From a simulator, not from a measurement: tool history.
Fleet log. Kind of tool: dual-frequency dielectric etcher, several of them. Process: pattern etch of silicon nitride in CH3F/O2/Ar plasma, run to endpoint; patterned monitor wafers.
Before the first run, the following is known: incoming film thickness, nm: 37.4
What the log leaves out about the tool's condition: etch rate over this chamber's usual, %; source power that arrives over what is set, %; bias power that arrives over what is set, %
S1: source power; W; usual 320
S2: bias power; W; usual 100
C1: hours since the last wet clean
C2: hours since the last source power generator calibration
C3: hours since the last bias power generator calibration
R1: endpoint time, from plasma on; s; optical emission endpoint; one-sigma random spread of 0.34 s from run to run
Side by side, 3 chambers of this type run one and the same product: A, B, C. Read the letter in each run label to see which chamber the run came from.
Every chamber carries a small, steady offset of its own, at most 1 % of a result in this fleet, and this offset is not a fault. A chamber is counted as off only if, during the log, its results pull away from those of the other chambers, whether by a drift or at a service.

run	day	S1	S2	C1	C2	C3	R1
1B	0.167	320	100	187.5	705.6	1680.8	52.402
2C	0.412	320	100	451.9	262.2	1954.0	51.977
3A	0.767	320	100	77.8	1664.7	827.2	51.799
4B	0.954	320	100	206.4	724.5	1699.7	52.855
5C	1.246	320	100	471.9	282.2	1974.0	51.990
6A	1.421	320	100	93.5	1680.4	842.9	52.234
7B	1.662	320	100	223.4	741.5	1716.7	52.129
8C	1.879	320	100	487.1	297.4	1989.2	51.694
9A	2.246	320	100	113.3	1700.2	862.7	51.741
10C	2.508	320	100	502.2	312.5	2004.3	51.741
11B	2.846	320	100	251.8	769.9	1745.1	52.713
12A	3.029	320	100	132.1	1719.0	881.5	52.468
13C	3.250	320	100	520.0	330.3	2022.1	52.292
14A	3.412	320	76	141.3	1728.2	890.7	58.334
15B	3.738	320	76	273.2	791.3	1766.5	57.541
16C	4.000	320	76	538.0	348.3	2040.1	58.144
17A	4.275	320	100	162.0	1748.9	911.4	52.032
18B	4.596	320	100	293.8	811.9	1787.1	52.187
19A	4.854	320	100	175.9	1762.8	925.3	52.733
# day 4.858: chamber C: wet clean of the chamber
20C	5.033	320	100	4.2	373.1	2064.9	51.603
21B	5.396	320	100	313.0	831.1	1806.3	52.897
22A	5.671	320	100	195.5	1782.4	944.9	52.259
23B	5.971	320	100	326.8	844.9	1820.1	52.226
24C	6.333	320	100	35.4	404.3	2096.1	52.131
25A	6.571	320	100	217.1	1804.0	966.5	52.217
26B	6.900	320	100	349.1	867.2	1842.4	52.398
27C	7.225	320	100	56.8	425.7	2117.5	52.521
28C	7.483	320	100	63.0	431.9	2123.7	52.037
29A	7.812	320	100	246.9	1833.8	996.3	51.940
30B	8.042	320	100	376.5	894.6	1869.8	52.121
31B	8.362	320	100	384.2	902.3	1877.5	52.241
32C	8.642	320	100	90.8	459.7	2151.5	51.927

Is one chamber off against the others, does the gauge drift, or is nothing wrong? If a chamber is off, say which, and what the likeliest cause is.

Nothing is wrong: each chamber keeps only its own small, steady offset and the gauge holds still.
